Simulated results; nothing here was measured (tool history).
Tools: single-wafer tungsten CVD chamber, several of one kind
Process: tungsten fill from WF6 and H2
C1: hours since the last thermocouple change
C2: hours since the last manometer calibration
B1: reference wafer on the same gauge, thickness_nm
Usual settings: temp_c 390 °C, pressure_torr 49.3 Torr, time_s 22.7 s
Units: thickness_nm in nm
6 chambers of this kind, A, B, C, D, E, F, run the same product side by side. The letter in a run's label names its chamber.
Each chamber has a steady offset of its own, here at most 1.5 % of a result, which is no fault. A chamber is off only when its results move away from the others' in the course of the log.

{"run": "1C", "hour": 7.3, "temp_c": 390, "pressure_torr": 49.3, "time_s": 22.7, "C1": 2307.6, "C2": 789.5, "B1": 69.049, "thickness_nm": 67.536}
{"run": "2F", "hour": 13.2, "temp_c": 390, "pressure_torr": 49.3, "time_s": 22.7, "C1": 2094.0, "C2": 873.2, "B1": 69.037, "thickness_nm": 68.846}
{"run": "3A", "hour": 22.2, "temp_c": 390, "pressure_torr": 49.3, "time_s": 22.7, "C1": 620.3, "C2": 236.1, "B1": 69.13, "thickness_nm": 68.738}
{"run": "4D", "hour": 27.8, "temp_c": 390, "pressure_torr": 49.3, "time_s": 22.7, "C1": 1341.4, "C2": 787.5, "B1": 68.999, "thickness_nm": 68.341}
{"run": "5B", "hour": 34.8, "temp_c": 390, "pressure_torr": 49.3, "time_s": 22.7, "C1": 44.8, "C2": 2014.0, "B1": 69.015, "thickness_nm": 68.756}
{"run": "6E", "hour": 43.8, "temp_c": 390, "pressure_torr": 49.3, "time_s": 22.7, "C1": 929.4, "C2": 297.9, "B1": 69.201, "thickness_nm": 68.721}
{"run": "7E", "hour": 52.1, "temp_c": 390, "pressure_torr": 49.3, "time_s": 22.7, "C1": 937.7, "C2": 306.2, "B1": 69.081, "thickness_nm": 68.529}
{"run": "8A", "hour": 61.1, "temp_c": 390, "pressure_torr": 49.3, "time_s": 22.7, "C1": 659.2, "C2": 275.0, "B1": 69.066, "thickness_nm": 68.623}
{"run": "9C", "hour": 65.7, "temp_c": 402, "pressure_torr": 57.7, "time_s": 22.7, "C1": 2366.0, "C2": 847.9, "B1": 69.09, "thickness_nm": 92.343}
{"run": "10B", "hour": 71.9, "temp_c": 402, "pressure_torr": 57.7, "time_s": 22.7, "C1": 81.9, "C2": 2051.1, "B1": 69.097, "thickness_nm": 91.669}
{"run": "11F", "hour": 76.0, "temp_c": 402, "pressure_torr": 57.7, "time_s": 22.7, "C1": 2156.8, "C2": 936.0, "B1": 69.132, "thickness_nm": 90.421}
{"run": "12D", "hour": 80.8, "temp_c": 402, "pressure_torr": 57.7, "time_s": 22.7, "C1": 1394.4, "C2": 840.5, "B1": 69.122, "thickness_nm": 91.373}
{"run": "13E", "hour": 89.1, "temp_c": 402, "pressure_torr": 57.7, "time_s": 22.7, "C1": 974.7, "C2": 343.2, "B1": 69.07, "thickness_nm": 92.331}
{"run": "14F", "hour": 93.8, "temp_c": 402, "pressure_torr": 57.7, "time_s": 22.7, "C1": 2174.6, "C2": 953.8, "B1": 69.083, "thickness_nm": 91.452}
{"run": "15B", "hour": 101.5, "temp_c": 390, "pressure_torr": 49.3, "time_s": 22.7, "C1": 111.5, "C2": 2080.7, "B1": 69.132, "thickness_nm": 68.586}
{"run": "16A", "hour": 109.0, "temp_c": 390, "pressure_torr": 49.3, "time_s": 22.7, "C1": 707.1, "C2": 322.9, "B1": 69.089, "thickness_nm": 68.874}
{"hour": 113.7, "done": "chamber F: thermocouple changed; heater temperature recalibrated"}
{"run": "17C", "hour": 116.2, "temp_c": 390, "pressure_torr": 49.3, "time_s": 22.7, "C1": 2416.5, "C2": 898.4, "B1": 69.032, "thickness_nm": 67.969}
{"run": "18D", "hour": 124.0, "temp_c": 390, "pressure_torr": 49.3, "time_s": 22.7, "C1": 1437.6, "C2": 883.7, "B1": 69.025, "thickness_nm": 68.467}
{"run": "19D", "hour": 130.1, "temp_c": 390, "pressure_torr": 49.3, "time_s": 22.7, "C1": 1443.7, "C2": 889.8, "B1": 69.088, "thickness_nm": 68.677}
{"run": "20F", "hour": 139.1, "temp_c": 390, "pressure_torr": 49.3, "time_s": 22.7, "C1": 25.5, "C2": 999.1, "B1": 69.122, "thickness_nm": 68.763}
{"run": "21E", "hour": 144.9, "temp_c": 390, "pressure_torr": 49.3, "time_s": 24.4, "C1": 1030.5, "C2": 399.0, "B1": 69.071, "thickness_nm": 73.27}
{"run": "22C", "hour": 149.3, "temp_c": 390, "pressure_torr": 49.3, "time_s": 24.4, "C1": 2449.6, "C2": 931.5, "B1": 69.155, "thickness_nm": 72.636}
{"run": "23A", "hour": 158.2, "temp_c": 390, "pressure_torr": 49.3, "time_s": 24.4, "C1": 756.3, "C2": 372.1, "B1": 69.205, "thickness_nm": 74.179}
{"run": "24B", "hour": 165.6, "temp_c": 390, "pressure_torr": 49.3, "time_s": 24.4, "C1": 175.6, "C2": 2144.8, "B1": 69.048, "thickness_nm": 73.901}
{"run": "25B", "hour": 172.3, "temp_c": 390, "pressure_torr": 49.3, "time_s": 24.4, "C1": 182.3, "C2": 2151.5, "B1": 69.129, "thickness_nm": 73.145}
{"run": "26E", "hour": 176.8, "temp_c": 390, "pressure_torr": 49.3, "time_s": 24.4, "C1": 1062.4, "C2": 430.9, "B1": 69.021, "thickness_nm": 73.702}
{"hour": 180.1, "done": "chamber C: thermocouple changed; heater temperature recalibrated"}
{"run": "27A", "hour": 181.5, "temp_c": 390, "pressure_torr": 49.3, "time_s": 22.7, "C1": 779.6, "C2": 395.4, "B1": 69.108, "thickness_nm": 68.569}
{"run": "28D", "hour": 190.4, "temp_c": 390, "pressure_torr": 49.3, "time_s": 22.7, "C1": 1504.0, "C2": 950.1, "B1": 69.096, "thickness_nm": 67.982}
{"run": "29F", "hour": 198.0, "temp_c": 383, "pressure_torr": 60.4, "time_s": 22.7, "C1": 84.4, "C2": 1058.0, "B1": 69.167, "thickness_nm": 65.331}
{"run": "30C", "hour": 202.0, "temp_c": 383, "pressure_torr": 60.4, "time_s": 22.7, "C1": 21.9, "C2": 984.2, "B1": 69.044, "thickness_nm": 64.927}
{"run": "31F", "hour": 211.1, "temp_c": 383, "pressure_torr": 60.4, "time_s": 22.7, "C1": 97.5, "C2": 1071.1, "B1": 69.043, "thickness_nm": 65.345}
{"run": "32C", "hour": 219.4, "temp_c": 383, "pressure_torr": 60.4, "time_s": 22.7, "C1": 39.3, "C2": 1001.6, "B1": 69.082, "thickness_nm": 64.556}
{"run": "33E", "hour": 223.9, "temp_c": 383, "pressure_torr": 60.4, "time_s": 22.7, "C1": 1109.5, "C2": 478.0, "B1": 69.116, "thickness_nm": 65.34}
{"run": "34D", "hour": 230.2, "temp_c": 383, "pressure_torr": 60.4, "time_s": 22.7, "C1": 1543.8, "C2": 989.9, "B1": 69.135, "thickness_nm": 65.379}
{"run": "35A", "hour": 238.6, "temp_c": 390, "pressure_torr": 49.3, "time_s": 22.7, "C1": 836.7, "C2": 452.5, "B1": 69.146, "thickness_nm": 69.306}
{"run": "36B", "hour": 246.9, "temp_c": 390, "pressure_torr": 49.3, "time_s": 22.7, "C1": 256.9, "C2": 2226.1, "B1": 69.118, "thickness_nm": 68.799}
{"run": "37D", "hour": 252.2, "temp_c": 390, "pressure_torr": 49.3, "time_s": 22.7, "C1": 1565.8, "C2": 1011.9, "B1": 69.167, "thickness_nm": 68.895}
{"run": "38B", "hour": 261.2, "temp_c": 390, "pressure_torr": 49.3, "time_s": 22.7, "C1": 271.2, "C2": 2240.4, "B1": 69.067, "thickness_nm": 68.603}
{"run": "39E", "hour": 269.1, "temp_c": 390, "pressure_torr": 49.3, "time_s": 22.7, "C1": 1154.7, "C2": 523.2, "B1": 69.014, "thickness_nm": 68.285}
{"run": "40F", "hour": 273.4, "temp_c": 390, "pressure_torr": 49.3, "time_s": 22.7, "C1": 159.8, "C2": 1133.4, "B1": 69.13, "thickness_nm": 68.373}
{"run": "41A", "hour": 279.8, "temp_c": 390, "pressure_torr": 49.3, "time_s": 22.7, "C1": 877.9, "C2": 493.7, "B1": 69.093, "thickness_nm": 68.969}

Next, every chamber runs the same settings. What will each give?
{"run": "42A", "hour": 286.4, "temp_c": 390, "pressure_torr": 49.3, "time_s": 22.7, "thickness_nm": "?"}
{"run": "42B", "hour": 286.4, "temp_c": 390, "pressure_torr": 49.3, "time_s": 22.7, "thickness_nm": "?"}
{"run": "42C", "hour": 286.4, "temp_c": 390, "pressure_torr": 49.3, "time_s": 22.7, "thickness_nm": "?"}
{"run": "42D", "hour": 286.4, "temp_c": 390, "pressure_torr": 49.3, "time_s": 22.7, "thickness_nm": "?"}
{"run": "42E", "hour": 286.4, "temp_c": 390, "pressure_torr": 49.3, "time_s": 22.7, "thickness_nm": "?"}
{"run": "42F", "hour": 286.4, "temp_c": 390, "pressure_torr": 49.3, "time_s": 22.7, "thickness_nm": "?"}

run=42A thickness_nm=68.469
run=42B thickness_nm=68.814
run=42C thickness_nm=68.287
run=42D thickness_nm=68.167
run=42E thickness_nm=68.688
run=42F thickness_nm=69.021
